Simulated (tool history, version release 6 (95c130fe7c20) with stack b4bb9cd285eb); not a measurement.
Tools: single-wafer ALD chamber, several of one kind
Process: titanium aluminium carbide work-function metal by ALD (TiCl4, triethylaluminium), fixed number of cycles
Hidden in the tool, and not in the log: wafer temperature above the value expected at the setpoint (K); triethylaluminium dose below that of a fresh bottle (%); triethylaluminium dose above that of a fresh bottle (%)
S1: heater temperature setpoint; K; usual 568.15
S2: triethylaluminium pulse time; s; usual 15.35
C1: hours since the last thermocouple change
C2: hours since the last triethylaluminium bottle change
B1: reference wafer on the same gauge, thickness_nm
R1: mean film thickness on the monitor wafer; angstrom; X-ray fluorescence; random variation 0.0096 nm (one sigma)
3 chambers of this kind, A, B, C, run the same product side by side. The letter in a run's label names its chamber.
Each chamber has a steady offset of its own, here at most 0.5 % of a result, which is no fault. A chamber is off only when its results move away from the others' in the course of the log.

run 1C hour=13.2 | S1=568.15 S2=15.35 | C1=310.4 C2=845.2 | B1=2.359 | R1=20.158
run 2A hour=27.3 | S1=568.15 S2=15.35 | C1=2019.3 C2=622.7 | B1=2.3581 | R1=19.885
run 3B hour=37.3 | S1=568.15 S2=15.35 | C1=1367.7 C2=223.9 | B1=2.3578 | R1=20.137
run 4C hour=47.8 | S1=568.15 S2=15.35 | C1=345 C2=879.8 | B1=2.3579 | R1=20.039
run 5B hour=59.6 | S1=568.15 S2=15.35 | C1=1390 C2=246.2 | B1=2.3581 | R1=20.145
run 6A hour=69.6 | S1=580.15 S2=20.88 | C1=2061.6 C2=665 | B1=2.3586 | R1=21.253
run 7C hour=79.9 | S1=580.15 S2=20.88 | C1=377.1 C2=911.9 | B1=2.3601 | R1=21.171
run 8A hour=94.2 | S1=580.15 S2=20.88 | C1=2086.2 C2=689.6 | B1=2.3567 | R1=21.047
run 9B hour=104.5 | S1=568.15 S2=15.35 | C1=1434.9 C2=291.1 | B1=2.3571 | R1=20.048
run 10B hour=111.8 | S1=568.15 S2=15.35 | C1=1442.2 C2=298.4 | B1=2.3593 | R1=20.093
run 11A hour=122.2 | S1=581.15 S2=15.35 | C1=2114.2 C2=717.6 | B1=2.3595 | R1=21.2
run 12C hour=135.4 | S1=581.15 S2=15.35 | C1=432.6 C2=967.4 | B1=2.3591 | R1=21.231
-- hour=141.4 chamber A: triethylaluminium bottle replaced
run 13C hour=149.9 | S1=581.15 S2=15.35 | C1=447.1 C2=981.9 | B1=2.3592 | R1=21.349
run 14A hour=160.7 | S1=568.15 S2=15.35 | C1=2152.7 C2=19.4 | B1=2.3613 | R1=20.142
run 15B hour=173.7 | S1=568.15 S2=15.35 | C1=1504.1 C2=360.3 | B1=2.3618 | R1=20.193
run 16A hour=183.1 | S1=568.15 S2=15.35 | C1=2175.1 C2=41.8 | B1=2.3609 | R1=20.074
run 17B hour=196.1 | S1=568.15 S2=20.09 | C1=1526.5 C2=382.7 | B1=2.3619 | R1=20.249
run 18C hour=208.1 | S1=568.15 S2=20.09 | C1=505.3 C2=1040.1 | B1=2.3587 | R1=20.217
run 19B hour=219.4 | S1=568.15 S2=20.09 | C1=1549.8 C2=406 | B1=2.3585 | R1=20.266
run 20C hour=234.2 | S1=568.15 S2=15.35 | C1=531.4 C2=1066.2 | B1=2.3591 | R1=20.022
run 21A hour=246.6 | S1=568.15 S2=15.35 | C1=2238.6 C2=105.3 | B1=2.3585 | R1=20.133
run 22A hour=259.9 | S1=568.15 S2=15.35 | C1=2251.9 C2=118.6 | B1=2.3584 | R1=20.041
run 23C hour=267.6 | S1=568.15 S2=15.35 | C1=564.8 C2=1099.6 | B1=2.3625 | R1=20.004
-- hour=270.9 chamber B: thermocouple changed; heater temperature recalibrated
run 24B hour=275 | S1=568.15 S2=15.35 | C1=4.1 C2=461.6 | B1=2.3603 | R1=20.053
run 25C hour=285.7 | S1=568.15 S2=15.35 | C1=582.9 C2=1117.7 | B1=2.3604 | R1=19.95
run 26A hour=296.5 | S1=578.15 S2=9.73 | C1=2288.5 C2=155.2 | B1=2.3586 | R1=20.3
run 27B hour=306 | S1=578.15 S2=9.73 | C1=35.1 C2=492.6 | B1=2.3598 | R1=20.418
run 28B hour=313.9 | S1=578.15 S2=9.73 | C1=43 C2=500.5 | B1=2.3617 | R1=20.507
run 29A hour=323.3 | S1=568.15 S2=15.35 | C1=2315.3 C2=182 | B1=2.3588 | R1=20.092
run 30C hour=333.8 | S1=568.15 S2=15.35 | C1=631 C2=1165.8 | B1=2.3634 | R1=20.084
-- hour=335.4 chamber C: triethylaluminium bottle replaced
run 31C hour=345.9 | S1=568.15 S2=15.35 | C1=643.1 C2=10.6 | B1=2.359 | R1=20.209
run 32A hour=353.2 | S1=568.15 S2=15.35 | C1=2345.2 C2=211.9 | B1=2.3632 | R1=19.972

What goes on in this fleet: one chamber off, a drifting gauge, or nothing beyond the chambers' own small offsets? Name the chamber and the cause, if any.

No chamber stands off beyond its own small offset, and the gauge holds steady.
